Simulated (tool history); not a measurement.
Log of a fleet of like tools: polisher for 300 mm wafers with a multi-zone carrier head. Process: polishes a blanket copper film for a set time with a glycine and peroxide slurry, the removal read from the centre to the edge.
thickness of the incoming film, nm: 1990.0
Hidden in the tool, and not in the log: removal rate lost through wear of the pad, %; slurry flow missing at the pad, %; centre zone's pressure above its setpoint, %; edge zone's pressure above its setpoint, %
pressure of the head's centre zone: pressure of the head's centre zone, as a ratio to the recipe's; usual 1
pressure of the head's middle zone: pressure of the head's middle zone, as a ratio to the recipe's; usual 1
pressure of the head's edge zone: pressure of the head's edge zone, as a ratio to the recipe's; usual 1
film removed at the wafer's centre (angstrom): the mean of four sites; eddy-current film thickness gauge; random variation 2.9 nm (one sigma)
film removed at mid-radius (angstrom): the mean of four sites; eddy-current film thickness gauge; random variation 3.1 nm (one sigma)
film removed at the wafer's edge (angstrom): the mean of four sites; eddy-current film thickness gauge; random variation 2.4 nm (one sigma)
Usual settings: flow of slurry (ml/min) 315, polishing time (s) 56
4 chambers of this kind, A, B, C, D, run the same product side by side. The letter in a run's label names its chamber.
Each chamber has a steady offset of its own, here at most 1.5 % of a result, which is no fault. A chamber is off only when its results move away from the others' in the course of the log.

run,hour,flow of slurry (ml/min),pressure of the head's centre zone,pressure of the head's middle zone,pressure of the head's edge zone,polishing time (s),wafers polished on this pad,hours since the slurry nozzle was cleaned,hours since the centre zone pressure was calibrated,hours since the edge zone pressure was calibrated,film removed at the wafer's centre (angstrom),film removed at mid-radius (angstrom),film removed at the wafer's edge (angstrom)
# hour 3.9: chamber D: worn pad replaced by a new one
1D,5.7,315,1,1,1,56,26,384.4,9.4,268.1,2443.8,2453.4,2424
# hour 5.9: chamber D: slurry nozzle cleaned
2A,12.3,315,1,1,1,56,788,333.6,43.3,25.3,2434.4,2435.6,2408.6
3B,22.7,315,1,1,1,56,490,536.4,361.2,892.9,2465.2,2427,2407.2
# hour 26.1: chamber A: worn pad replaced by a new one
4C,29.4,315,1,1,1,56,1111,369.4,176.8,84.9,2396,2418.4,2444.7
5A,35.7,315,1,1,1,56,133,357,66.7,48.7,2456,2398.6,2436
6B,43.9,315,1,1,1,56,782,557.6,382.4,914.1,2493,2412.3,2406.3
# hour 48.8: chamber C: worn pad replaced by a new one
7D,53,315,1,1,1,56,677,47.2,56.7,315.4,2450.8,2415.3,2466.7
8C,58.4,315,1,1,1,66,133,398.4,205.8,113.9,2863.2,2834.2,2857.8
# hour 63.7: chamber C: slurry nozzle cleaned
9B,67.4,315,1,1,1,66,1106,581.1,405.9,937.6,2898.3,2849.2,2861.3
10A,74.1,315,1,1,1,66,662,395.4,105.1,87.1,2854.2,2811.7,2848.8
11D,79.2,315,1,1,1,66,1038,73.4,82.9,341.6,2926.4,2827.6,2920
# hour 79.5: chamber D: worn pad replaced by a new one
12C,86.6,315,1,1,1,56,521,23,234,142.1,2452.4,2438.6,2460
13A,92,315,1,1,1,56,909,413.3,123,105,2432.9,2363.6,2451.9
14D,99.9,315,1,1,1,56,281,94.1,103.6,362.3,2462.9,2423.9,2473.3
15B,109.7,315,1,1,1,56,1689,623.4,448.2,979.9,2481,2428.4,2416.4
# hour 110.4: chamber B: worn pad replaced by a new one
# hour 113.3: chamber A: worn pad replaced by a new one
16C,117.8,315,1,1,1,56,951,54.2,265.2,173.3,2492.8,2465.9,2437.6
17A,123.3,315,1,1,1,56,138,444.6,154.3,136.3,2455.9,2412.9,2392.8
18C,131.5,315,1,1,1,56,1140,67.9,278.9,187,2522.2,2457,2429.2
19D,136.4,315,1,1,1,56,784,130.6,140.1,398.8,2482,2423.4,2422.6
# hour 140.1: chamber B: slurry nozzle cleaned
# hour 140.3: chamber C: worn pad replaced by a new one
20B,146.3,400,1,1,1,56,495,6.2,484.8,1016.5,2530.7,2512.4,2466.1
21D,155.3,400,1,1,1,56,1044,149.5,159,417.7,2482.7,2442.3,2502.6
# hour 155.9: chamber D: worn pad replaced by a new one
22C,160.6,400,1,1,1,56,279,97,308,216.1,2625.6,2532.4,2468.2
23A,169.4,400,1,1,1,56,773,490.7,200.4,182.4,2510.3,2462.5,2449
24B,177.8,315,1,1,1,56,929,37.7,516.3,1048,2422.7,2393.8,2429.7
# hour 183.4: chamber A: worn pad replaced by a new one
25C,184.3,315,1,1,1,56,606,120.7,331.7,239.8,2610.9,2392.5,2417
26D,192.5,315,1,1,1,56,504,186.7,196.2,454.9,2485.6,2407.5,2468.2
27A,202.3,315,1,0.89,1.12,56,261,523.6,233.3,215.3,2469.5,2110.4,2554.6
# hour 207.7: chamber B: worn pad replaced by a new one
28B,209.4,315,1,0.89,1.12,56,24,69.3,547.9,1079.6,2486.6,2171.6,2579.4
29D,216.7,315,1,0.89,1.12,56,837,210.9,220.4,479.1,2435.6,2229.5,2578.3
# hour 224.8: chamber C: worn pad replaced by a new one
30C,226.4,315,1,0.89,1.12,56,23,162.8,373.8,281.9,2735.4,2196.1,2591.8

Is one chamber off against the others, does the gauge drift, or is nothing wrong? If a chamber is off, say which, and what the likeliest cause is.

Chamber C drifts away from the others.
Cause: centre zone's pressure above its setpoint, % = 10.9.

Here are 4 candidates for chamber C's next run, each the usual settings with a change, their results left as question marks. Which one brings its results back in line with what the others give on the usual settings?
In line means no further than this from the other chambers' mean on the usual settings: film removed at the wafer's centre (angstrom) 100; film removed at mid-radius (angstrom) 110; film removed at the wafer's edge (angstrom) 83
31C-1,234.3,325,1.15,0.98,0.94,58,,,,,?,?,?
31C-2,234.3,320,1.08,0.99,0.97,57,,,,,?,?,?
31C-3,234.3,310,0.92,1.01,1.03,55,,,,,?,?,?
31C-4,234.3,305,0.86,1.01,1.05,55,,,,,?,?,?

The other chambers' mean on the usual settings: film removed at the wafer's centre (angstrom) 2459.2; film removed at mid-radius (angstrom) 2421.1; film removed at the wafer's edge (angstrom) 2427.4
run,film removed at the wafer's centre (angstrom),film removed at mid-radius (angstrom),film removed at the wafer's edge (angstrom)
31C-1,3290.2,2488.7,2448.1
31C-2,3017.7,2466.3,2441.9
31C-3,2439,2419.2,2425
31C-4,2261.2,2416.3,2447
31C-3 brings the chamber back in line.
